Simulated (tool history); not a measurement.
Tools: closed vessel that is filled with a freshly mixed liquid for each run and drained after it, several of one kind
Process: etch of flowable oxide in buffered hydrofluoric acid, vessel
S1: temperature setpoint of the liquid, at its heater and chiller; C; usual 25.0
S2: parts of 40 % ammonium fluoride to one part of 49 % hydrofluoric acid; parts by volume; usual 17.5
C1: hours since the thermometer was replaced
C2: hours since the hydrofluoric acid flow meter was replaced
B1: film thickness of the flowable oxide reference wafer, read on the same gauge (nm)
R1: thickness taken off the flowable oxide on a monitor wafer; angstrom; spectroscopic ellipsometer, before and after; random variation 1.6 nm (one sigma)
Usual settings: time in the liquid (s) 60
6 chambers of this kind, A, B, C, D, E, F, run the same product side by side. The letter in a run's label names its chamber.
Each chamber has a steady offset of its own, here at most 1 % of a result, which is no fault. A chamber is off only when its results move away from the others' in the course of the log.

Run 1D, hour 5.1: usual settings; C1 431.0; C2 437.1; B1 49.980. Result: R1 1678.40 angstrom.
Run 2F, hour 9.6: usual settings; C1 1067.7; C2 531.0; B1 49.989. Result: R1 1680.80 angstrom.
Run 3A, hour 15.3: usual settings; C1 124.5; C2 612.4; B1 49.980. Result: R1 1656.00 angstrom.
Run 4B, hour 25.3: usual settings; C1 785.9; C2 975.0; B1 50.018. Result: R1 1653.70 angstrom.
Run 5C, hour 35.1: usual settings; C1 430.9; C2 69.7; B1 50.029. Result: R1 1644.70 angstrom.
Run 6E, hour 39.5: usual settings; C1 201.8; C2 494.1; B1 49.987. Result: R1 1716.90 angstrom.
Run 7C, hour 44.6: usual settings but S1 29.5 C, time in the liquid (s) 75; C1 440.4; C2 79.2; B1 50.039. Result: R1 2686.90 angstrom.
Run 8E, hour 53.8: usual settings but S1 29.5 C, time in the liquid (s) 75; C1 216.1; C2 508.4; B1 50.005. Result: R1 2725.90 angstrom.
Run 9A, hour 61.2: usual settings but S1 29.5 C, time in the liquid (s) 75; C1 170.4; C2 658.3; B1 50.008. Result: R1 2735.00 angstrom.
Run 10D, hour 66.5: usual settings but S1 29.5 C, time in the liquid (s) 75; C1 492.4; C2 498.5; B1 50.001. Result: R1 2707.20 angstrom.
Run 11B, hour 72.3: usual settings but S1 29.5 C, time in the liquid (s) 75; C1 832.9; C2 1022.0; B1 50.018. Result: R1 2683.70 angstrom.
Run 12F, hour 81.0: usual settings but S1 29.5 C, time in the liquid (s) 75; C1 1139.1; C2 602.4; B1 50.011. Result: R1 2708.10 angstrom.
Run 13D, hour 85.4: usual settings; C1 511.3; C2 517.4; B1 49.977. Result: R1 1716.30 angstrom.
Run 14E, hour 92.2: usual settings; C1 254.5; C2 546.8; B1 49.991. Result: R1 1686.00 angstrom.
Run 15F, hour 100.3: usual settings; C1 1158.4; C2 621.7; B1 50.045. Result: R1 1690.80 angstrom.
Run 16B, hour 110.0: usual settings; C1 870.6; C2 1059.7; B1 50.013. Result: R1 1660.00 angstrom.
Run 17C, hour 119.2: usual settings; C1 515.0; C2 153.8; B1 49.998. Result: R1 1682.00 angstrom.
Run 18A, hour 127.4: usual settings but S2 23.0 parts by volume; C1 236.6; C2 724.5; B1 50.005. Result: R1 1344.40 angstrom.
Run 19F, hour 134.0: usual settings but S2 23.0 parts by volume; C1 1192.1; C2 655.4; B1 50.015. Result: R1 1319.50 angstrom.
Run 20C, hour 143.5: usual settings but S2 23.0 parts by volume; C1 539.3; C2 178.1; B1 50.025. Result: R1 1324.80 angstrom.
Run 21A, hour 153.3: usual settings but S2 23.0 parts by volume; C1 262.5; C2 750.4; B1 50.000. Result: R1 1362.00 angstrom.
Run 22B, hour 158.7: usual settings but S2 23.0 parts by volume; C1 919.3; C2 1108.4; B1 50.002. Result: R1 1312.80 angstrom.
Run 23E, hour 166.9: usual settings but S2 23.0 parts by volume; C1 329.2; C2 621.5; B1 50.024. Result: R1 1358.80 angstrom.
Run 24D, hour 174.5: usual settings; C1 600.4; C2 606.5; B1 50.021. Result: R1 1775.80 angstrom.
Run 25B, hour 180.9: usual settings; C1 941.5; C2 1130.6; B1 50.000. Result: R1 1652.30 angstrom.
Run 26C, hour 188.9: usual settings; C1 584.7; C2 223.5; B1 50.011. Result: R1 1707.20 angstrom.
Run 27D, hour 195.7: usual settings; C1 621.6; C2 627.7; B1 50.030. Result: R1 1788.40 angstrom.
Run 28F, hour 201.2: usual settings; C1 1259.3; C2 722.6; B1 49.995. Result: R1 1680.20 angstrom.
Run 29E, hour 209.6: usual settings but time in the liquid (s) 45; C1 371.9; C2 664.2; B1 50.022. Result: R1 1266.30 angstrom.
Run 30A, hour 218.3: usual settings but time in the liquid (s) 45; C1 327.5; C2 815.4; B1 49.989. Result: R1 1287.50 angstrom.
Run 31E, hour 222.9: usual settings but time in the liquid (s) 45; C1 385.2; C2 677.5; B1 50.027. Result: R1 1278.20 angstrom.
Run 32F, hour 228.6: usual settings but time in the liquid (s) 45; C1 1286.7; C2 750.0; B1 49.990. Result: R1 1261.10 angstrom.
Run 33C, hour 236.9: usual settings but time in the liquid (s) 45; C1 632.7; C2 271.5; B1 49.974. Result: R1 1246.20 angstrom.
Run 34B, hour 242.7: usual settings but time in the liquid (s) 45; C1 1003.3; C2 1192.4; B1 49.998. Result: R1 1253.60 angstrom.
Run 35A, hour 249.8: usual settings; C1 359.0; C2 846.9; B1 49.997. Result: R1 1716.80 angstrom.
Run 36D, hour 255.4: usual settings but time in the liquid (s) 35; C1 681.3; C2 687.4; B1 50.016. Result: R1 1084.20 angstrom.
Run 37D, hour 262.7: usual settings but time in the liquid (s) 35; C1 688.6; C2 694.7; B1 50.007. Result: R1 1090.80 angstrom.
Run 38E, hour 272.4: usual settings but time in the liquid (s) 35; C1 434.7; C2 727.0; B1 50.002. Result: R1 991.23 angstrom.
Run 39A, hour 280.9: usual settings but time in the liquid (s) 35; C1 390.1; C2 878.0; B1 50.019. Result: R1 982.40 angstrom.
Run 40C, hour 288.3: usual settings but time in the liquid (s) 35; C1 684.1; C2 322.9; B1 50.020. Result: R1 974.40 angstrom.
Run 41B, hour 297.9: usual settings but time in the liquid (s) 35; C1 1058.5; C2 1247.6; B1 50.019. Result: R1 983.74 angstrom.
Run 42F, hour 307.8: usual settings; C1 1365.9; C2 829.2; B1 49.971. Result: R1 1691.40 angstrom.

What goes on in this fleet: one chamber off, a drifting gauge, or nothing beyond the chambers' own small offsets? Name the chamber and the cause, if any.

Chamber D drifts away from the others.
Cause: hydrofluoric acid flow above the setpoint (%) = 12.1.
The log may not tell that from: liquid hotter than its thermometer reads (K).

Here are 4 candidates for chamber D's next run, each the usual settings with a change, their results left as question marks. Which one brings its results back in line with what the others give on the usual settings?
In line means no further than this from the other chambers' mean on the usual settings: R1 57.00 angstrom
Run 43D-1, hour 315.0: usual settings but S2 18.0 parts by volume, time in the liquid (s) 55. Result: R1 ?.
Run 43D-2, hour 315.0: usual settings but S1 20.5 C. Result: R1 ?.
Run 43D-3, hour 315.0: usual settings but S1 27.0 C. Result: R1 ?.
Run 43D-4, hour 315.0: usual settings but S1 29.5 C. Result: R1 ?.

The other chambers' mean on the usual settings: R1 1689.50 angstrom
  run       R1
43D-1  1701.00
43D-2  1487.70
43D-3  2126.90
43D-4  2430.60
43D-1 brings the chamber back in line.

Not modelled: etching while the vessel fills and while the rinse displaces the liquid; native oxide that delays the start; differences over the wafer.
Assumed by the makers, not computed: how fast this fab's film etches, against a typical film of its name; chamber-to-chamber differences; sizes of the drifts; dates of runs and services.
